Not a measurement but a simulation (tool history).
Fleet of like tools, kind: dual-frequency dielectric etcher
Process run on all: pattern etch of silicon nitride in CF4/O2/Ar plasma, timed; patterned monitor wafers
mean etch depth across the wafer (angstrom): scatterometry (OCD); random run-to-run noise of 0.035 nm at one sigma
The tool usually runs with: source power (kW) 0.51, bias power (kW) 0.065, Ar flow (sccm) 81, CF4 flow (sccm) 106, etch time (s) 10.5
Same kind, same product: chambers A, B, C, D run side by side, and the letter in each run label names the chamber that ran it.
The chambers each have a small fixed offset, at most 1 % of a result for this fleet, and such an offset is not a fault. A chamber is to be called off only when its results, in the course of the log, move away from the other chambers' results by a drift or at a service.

| run | hour | source power (kW) | bias power (kW) | Ar flow (sccm) | CF4 flow (sccm) | etch time (s) | read-back reference wafer on the same gauge, depth_nm | mean etch depth across the wafer (angstrom) |
|---|---|---|---|---|---|---|---|---|
| 1D | 12.2 | 0.51 | 0.065 | 81 | 106 | 10.5 | 25.19 | 231.02 |
| 2A | 19.2 | 0.51 | 0.065 | 81 | 106 | 10.5 | 25.188 | 231.89 |
| 3C | 29.6 | 0.51 | 0.065 | 81 | 106 | 10.5 | 25.173 | 231.99 |
| 4B | 36.7 | 0.51 | 0.065 | 81 | 106 | 10.5 | 25.193 | 231.39 |
| 5D | 42.9 | 0.51 | 0.065 | 81 | 106 | 10.5 | 25.178 | 230.35 |
| 6C | 54.9 | 0.51 | 0.065 | 64 | 126 | 10.5 | 25.177 | 241.09 |
| 7B | 61.5 | 0.51 | 0.065 | 64 | 126 | 10.5 | 25.172 | 240.52 |
| 8A | 71.2 | 0.51 | 0.065 | 64 | 126 | 10.5 | 25.167 | 239.62 |
|  | 77.9 | chamber D: wet clean of the chamber |
| 9B | 80.5 | 0.51 | 0.065 | 64 | 126 | 10.5 | 25.163 | 240.46 |
| 10D | 92.8 | 0.51 | 0.065 | 81 | 106 | 10.5 | 25.148 | 230.51 |
| 11C | 102.8 | 0.51 | 0.065 | 81 | 106 | 10.5 | 25.144 | 232.17 |
| 12A | 112.8 | 0.51 | 0.065 | 62 | 106 | 10.5 | 25.149 | 236.86 |
| 13C | 120.6 | 0.51 | 0.065 | 62 | 106 | 10.5 | 25.136 | 238.04 |
|  | 128 | chamber D: CF4 flow controller replaced |
|  | 129.5 | chamber B: wet clean of the chamber |
| 14A | 131 | 0.51 | 0.065 | 62 | 106 | 10.5 | 25.131 | 237.3 |
| 15D | 143.8 | 0.51 | 0.065 | 62 | 106 | 10.5 | 25.134 | 235.74 |
| 16B | 150.2 | 0.51 | 0.065 | 91 | 106 | 12.5 | 25.111 | 271.24 |
| 17C | 157.2 | 0.51 | 0.065 | 91 | 106 | 12.5 | 25.116 | 273.05 |
| 18D | 167.4 | 0.51 | 0.065 | 91 | 106 | 12.5 | 25.108 | 269.84 |
| 19A | 178.6 | 0.51 | 0.065 | 91 | 106 | 12.5 | 25.097 | 270.25 |
| 20B | 187 | 0.51 | 0.065 | 81 | 106 | 10.5 | 25.101 | 230.37 |
| 21D | 193.2 | 0.51 | 0.065 | 81 | 106 | 10.5 | 25.104 | 229.48 |
| 22A | 202 | 0.51 | 0.065 | 81 | 106 | 10.5 | 25.098 | 230.43 |
| 23B | 215.8 | 0.51 | 0.065 | 81 | 106 | 10.5 | 25.076 | 230.5 |
| 24C | 229.4 | 0.51 | 0.065 | 81 | 106 | 10.5 | 25.083 | 231.38 |
| 25B | 239.2 | 0.51 | 0.065 | 81 | 106 | 10.5 | 25.075 | 230.83 |
| 26A | 246.5 | 0.51 | 0.065 | 81 | 106 | 10.5 | 25.066 | 230.66 |
| 27C | 258.4 | 0.51 | 0.065 | 81 | 106 | 10.5 | 25.065 | 231.24 |
| 28D | 266 | 0.51 | 0.065 | 81 | 106 | 10.5 | 25.062 | 228.82 |
| 29C | 275 | 0.51 | 0.065 | 81 | 106 | 10.5 | 25.056 | 231 |
| 30A | 282.1 | 0.51 | 0.065 | 81 | 106 | 10.5 | 25.055 | 230.77 |
| 31B | 292.3 | 0.51 | 0.065 | 81 | 106 | 10.5 | 25.056 | 230.1 |

Has any chamber moved away from the others, gradually or after a service, or does the common gauge drift, or do the chambers differ only by their own small steady offsets? State the chamber and the most likely cause if one applies.

Gauge drift. The chambers move together only on paper, and none stands off.
What lies behind it: gauge reads low (%) = 0.633.
